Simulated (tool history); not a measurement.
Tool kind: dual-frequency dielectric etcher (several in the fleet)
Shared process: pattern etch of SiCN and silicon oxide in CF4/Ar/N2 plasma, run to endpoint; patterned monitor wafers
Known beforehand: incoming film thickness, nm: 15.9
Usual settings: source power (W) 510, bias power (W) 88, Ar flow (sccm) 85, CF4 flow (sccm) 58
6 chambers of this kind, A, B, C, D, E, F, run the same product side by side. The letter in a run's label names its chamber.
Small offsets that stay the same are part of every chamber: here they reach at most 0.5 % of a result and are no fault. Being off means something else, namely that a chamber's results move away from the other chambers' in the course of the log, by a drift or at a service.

run,hour,source power (W),bias power (W),Ar flow (sccm),CF4 flow (sccm),endpoint time (s)
1B,2.9,510,88,85,58,15.612
2D,7.3,510,88,85,58,15.552
3F,10.1,510,88,85,58,15.510
4A,14.4,510,88,85,58,15.480
5E,17.9,510,88,85,58,15.601
6C,21.4,510,88,85,58,15.440
7C,25.7,510,88,85,58,15.611
8E,30.2,510,88,85,58,15.560
# hour 30.8: chamber D: wet clean of the chamber
9A,33.6,510,88,85,58,15.396
10F,36.2,440,88,85,58,17.584
11D,39.0,440,88,85,58,17.683
12B,43.3,440,88,85,58,17.732
13B,48.4,440,88,85,58,17.540
14C,51.0,440,88,85,58,17.637
15F,55.0,440,88,85,58,17.681
16A,57.4,510,88,85,58,15.551
17E,60.2,510,88,85,58,15.442
# hour 63.0: chamber F: CF4 flow controller replaced
18D,65.0,510,88,85,58,15.451
19E,67.4,510,88,85,58,15.421
20D,69.9,510,88,85,58,15.497
21F,74.2,510,88,85,58,15.540
22B,78.1,510,88,85,58,15.498
23A,81.7,510,88,85,58,15.526
24C,85.1,510,80,85,58,15.893
25A,88.5,510,80,85,58,15.928
26C,93.9,510,80,85,58,15.909
27D,97.7,510,80,85,58,16.087
28E,100.9,510,80,85,58,16.035
29F,104.0,510,80,85,58,16.432
30B,106.6,510,88,85,58,15.481
# hour 108.3: chamber A: wet clean of the chamber
31D,109.1,510,88,85,58,15.565
32F,111.9,400,88,85,52,19.991
33C,116.0,400,88,85,52,19.522
34E,120.1,400,88,85,52,19.469
35B,123.8,400,88,85,52,19.403
36A,129.2,400,88,85,52,19.333
37F,133.7,400,88,85,52,19.968

Has any chamber moved away from the others, gradually or after a service, or does the common gauge drift, or do the chambers differ only by their own small steady offsets? State the chamber and the most likely cause if one applies.

It is chamber F that slowly wanders off from its peers.
Likeliest cause: source power that arrives under what is set, % = 3.95.
The log may not tell that from: etch rate under this chamber's usual, %.

Here are 4 candidates for chamber F's next run, each the usual settings with a change, their results left as question marks. Which one brings its results back in line with what the others give on the usual settings?
In-line tolerance around the mean of the other chambers on the usual settings: endpoint time (s) 0.250
38F-1,137.7,470,85,86,58,?
38F-2,137.7,530,89,85,58,?
38F-3,137.7,490,87,85,58,?
38F-4,137.7,550,91,84,59,?

The other chambers' mean on the usual settings: endpoint time (s) 15.496
run,endpoint time (s)
38F-1,17.464
38F-2,15.465
38F-3,16.683
38F-4,14.801
The answer is 38F-2, which returns the chamber to within the allowed miss of the others.

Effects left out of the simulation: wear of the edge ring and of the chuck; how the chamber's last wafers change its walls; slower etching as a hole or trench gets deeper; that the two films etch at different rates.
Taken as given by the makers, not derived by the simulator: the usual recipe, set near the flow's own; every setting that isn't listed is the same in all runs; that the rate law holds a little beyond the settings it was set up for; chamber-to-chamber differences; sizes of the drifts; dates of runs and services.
